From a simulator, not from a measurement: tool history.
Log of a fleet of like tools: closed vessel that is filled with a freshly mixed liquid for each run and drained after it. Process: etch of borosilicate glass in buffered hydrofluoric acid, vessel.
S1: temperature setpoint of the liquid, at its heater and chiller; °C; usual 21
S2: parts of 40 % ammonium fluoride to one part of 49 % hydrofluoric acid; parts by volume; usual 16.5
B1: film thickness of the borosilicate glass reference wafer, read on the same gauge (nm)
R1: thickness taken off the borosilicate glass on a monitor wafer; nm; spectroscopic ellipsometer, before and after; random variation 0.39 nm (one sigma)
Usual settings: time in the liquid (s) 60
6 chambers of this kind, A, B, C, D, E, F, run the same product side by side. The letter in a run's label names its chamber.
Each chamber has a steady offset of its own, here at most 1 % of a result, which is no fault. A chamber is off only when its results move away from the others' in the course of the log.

run 1D day=0.367 | S1=21 S2=16.5 time_in_the_liquid_(s)=60 | B1=79.98 | R1=39.522
-- day=0.542 chamber B: hydrofluoric acid flow meter replaced
run 2F day=0.708 | S1=21 S2=16.5 time_in_the_liquid_(s)=60 | B1=79.99 | R1=38.218
run 3B day=0.921 | S1=21 S2=16.5 time_in_the_liquid_(s)=60 | B1=79.991 | R1=38.939
run 4A day=1.188 | S1=21 S2=16.5 time_in_the_liquid_(s)=60 | B1=79.99 | R1=38.415
run 5C day=1.371 | S1=18 S2=16.5 time_in_the_liquid_(s)=60 | B1=80.006 | R1=33.276
run 6E day=1.725 | S1=18 S2=16.5 time_in_the_liquid_(s)=60 | B1=79.983 | R1=32.627
run 7D day=1.929 | S1=18 S2=16.5 time_in_the_liquid_(s)=60 | B1=79.992 | R1=33.204
run 8E day=2.175 | S1=18 S2=16.5 time_in_the_liquid_(s)=60 | B1=80.002 | R1=32.675
run 9C day=2.567 | S1=18 S2=16.5 time_in_the_liquid_(s)=60 | B1=79.997 | R1=33.559
run 10A day=2.821 | S1=18 S2=16.5 time_in_the_liquid_(s)=60 | B1=79.981 | R1=32.747
run 11F day=3.025 | S1=24.5 S2=16.5 time_in_the_liquid_(s)=85 | B1=80.001 | R1=65.567
run 12B day=3.325 | S1=24.5 S2=16.5 time_in_the_liquid_(s)=85 | B1=79.991 | R1=65.895
run 13D day=3.617 | S1=24.5 S2=16.5 time_in_the_liquid_(s)=85 | B1=80.008 | R1=66.954
-- day=3.862 chamber A: thermometer replaced
run 14F day=3.971 | S1=24.5 S2=16.5 time_in_the_liquid_(s)=85 | B1=80.039 | R1=66.152
run 15B day=4.15 | S1=24.5 S2=16.5 time_in_the_liquid_(s)=85 | B1=79.988 | R1=67.559
run 16C day=4.362 | S1=24.5 S2=16.5 time_in_the_liquid_(s)=85 | B1=80.005 | R1=68.051
run 17E day=4.662 | S1=21 S2=18.5 time_in_the_liquid_(s)=60 | B1=80 | R1=34.666
run 18A day=4.979 | S1=21 S2=18.5 time_in_the_liquid_(s)=60 | B1=79.992 | R1=34.589
run 19D day=5.158 | S1=21 S2=18.5 time_in_the_liquid_(s)=60 | B1=80.007 | R1=34.995
run 20E day=5.458 | S1=21 S2=18.5 time_in_the_liquid_(s)=60 | B1=80 | R1=34.484
run 21F day=5.721 | S1=21 S2=18.5 time_in_the_liquid_(s)=60 | B1=79.999 | R1=34.411
-- day=5.979 chamber E: hydrofluoric acid flow meter replaced
run 22A day=5.996 | S1=21 S2=18.5 time_in_the_liquid_(s)=60 | B1=79.985 | R1=34.516
run 23B day=6.354 | S1=21 S2=16.5 time_in_the_liquid_(s)=60 | B1=80.02 | R1=39.241
run 24C day=6.633 | S1=21 S2=16.5 time_in_the_liquid_(s)=60 | B1=80.027 | R1=40.729
run 25E day=6.938 | S1=21 S2=16.5 time_in_the_liquid_(s)=60 | B1=79.995 | R1=39.766
run 26A day=7.183 | S1=21 S2=16.5 time_in_the_liquid_(s)=60 | B1=79.99 | R1=38.647
run 27C day=7.488 | S1=21 S2=16.5 time_in_the_liquid_(s)=60 | B1=79.996 | R1=40.027
run 28D day=7.667 | S1=21 S2=16.5 time_in_the_liquid_(s)=60 | B1=80.027 | R1=39.313
run 29F day=8.025 | S1=21 S2=16.5 time_in_the_liquid_(s)=60 | B1=79.982 | R1=38.717
run 30B day=8.292 | S1=21 S2=16.5 time_in_the_liquid_(s)=60 | B1=80.025 | R1=39.617
run 31D day=8.483 | S1=21 S2=16.5 time_in_the_liquid_(s)=60 | B1=80.015 | R1=38.518
run 32C day=8.675 | S1=21 S2=16.5 time_in_the_liquid_(s)=60 | B1=80.034 | R1=40.558
run 33B day=8.929 | S1=21 S2=16.5 time_in_the_liquid_(s)=60 | B1=80.054 | R1=39.363
run 34F day=9.258 | S1=21 S2=16.5 time_in_the_liquid_(s)=60 | B1=79.981 | R1=38.27
run 35E day=9.571 | S1=21 S2=11.5 time_in_the_liquid_(s)=45 | B1=79.956 | R1=42.03
-- day=9.621 chamber A: hydrofluoric acid flow meter replaced
run 36A day=9.858 | S1=21 S2=11.5 time_in_the_liquid_(s)=45 | B1=79.983 | R1=41.872
run 37F day=10.175 | S1=21 S2=11.5 time_in_the_liquid_(s)=45 | B1=79.98 | R1=40.921
run 38B day=10.554 | S1=21 S2=11.5 time_in_the_liquid_(s)=45 | B1=80.012 | R1=42.211
run 39D day=10.783 | S1=21 S2=11.5 time_in_the_liquid_(s)=45 | B1=80.028 | R1=41.807
run 40A day=11.104 | S1=21 S2=11.5 time_in_the_liquid_(s)=45 | B1=79.964 | R1=41.695

Is one chamber off against the others, does the gauge drift, or is nothing wrong? If a chamber is off, say which, and what the likeliest cause is.

Chamber C drifts away from the others.
Cause: liquid hotter than its thermometer reads (K) = 1.35.
The log may not tell that from: hydrofluoric acid flow above the setpoint (%).

Here are 4 candidates for chamber C's next run, each the usual settings with a change, their results left as question marks. Which one brings its results back in line with what the others give on the usual settings?
In line means no further than this from the other chambers' mean on the usual settings: R1 1.3 nm
run 41C-1 day=11.396 | S1=22.5 S2=16.5 time_in_the_liquid_(s)=60 | R1=?
run 41C-2 day=11.396 | S1=21 S2=18 time_in_the_liquid_(s)=60 | R1=?
run 41C-3 day=11.396 | S1=20 S2=18 time_in_the_liquid_(s)=60 | R1=?
run 41C-4 day=11.396 | S1=21.5 S2=16 time_in_the_liquid_(s)=65 | R1=?

The other chambers' mean on the usual settings: R1 38.79 nm
run=41C-1 R1=45.431
run=41C-2 R1=38.368
run=41C-3 R1=36.315
run=41C-4 R1=48.072
41C-2 brings the chamber back in line.
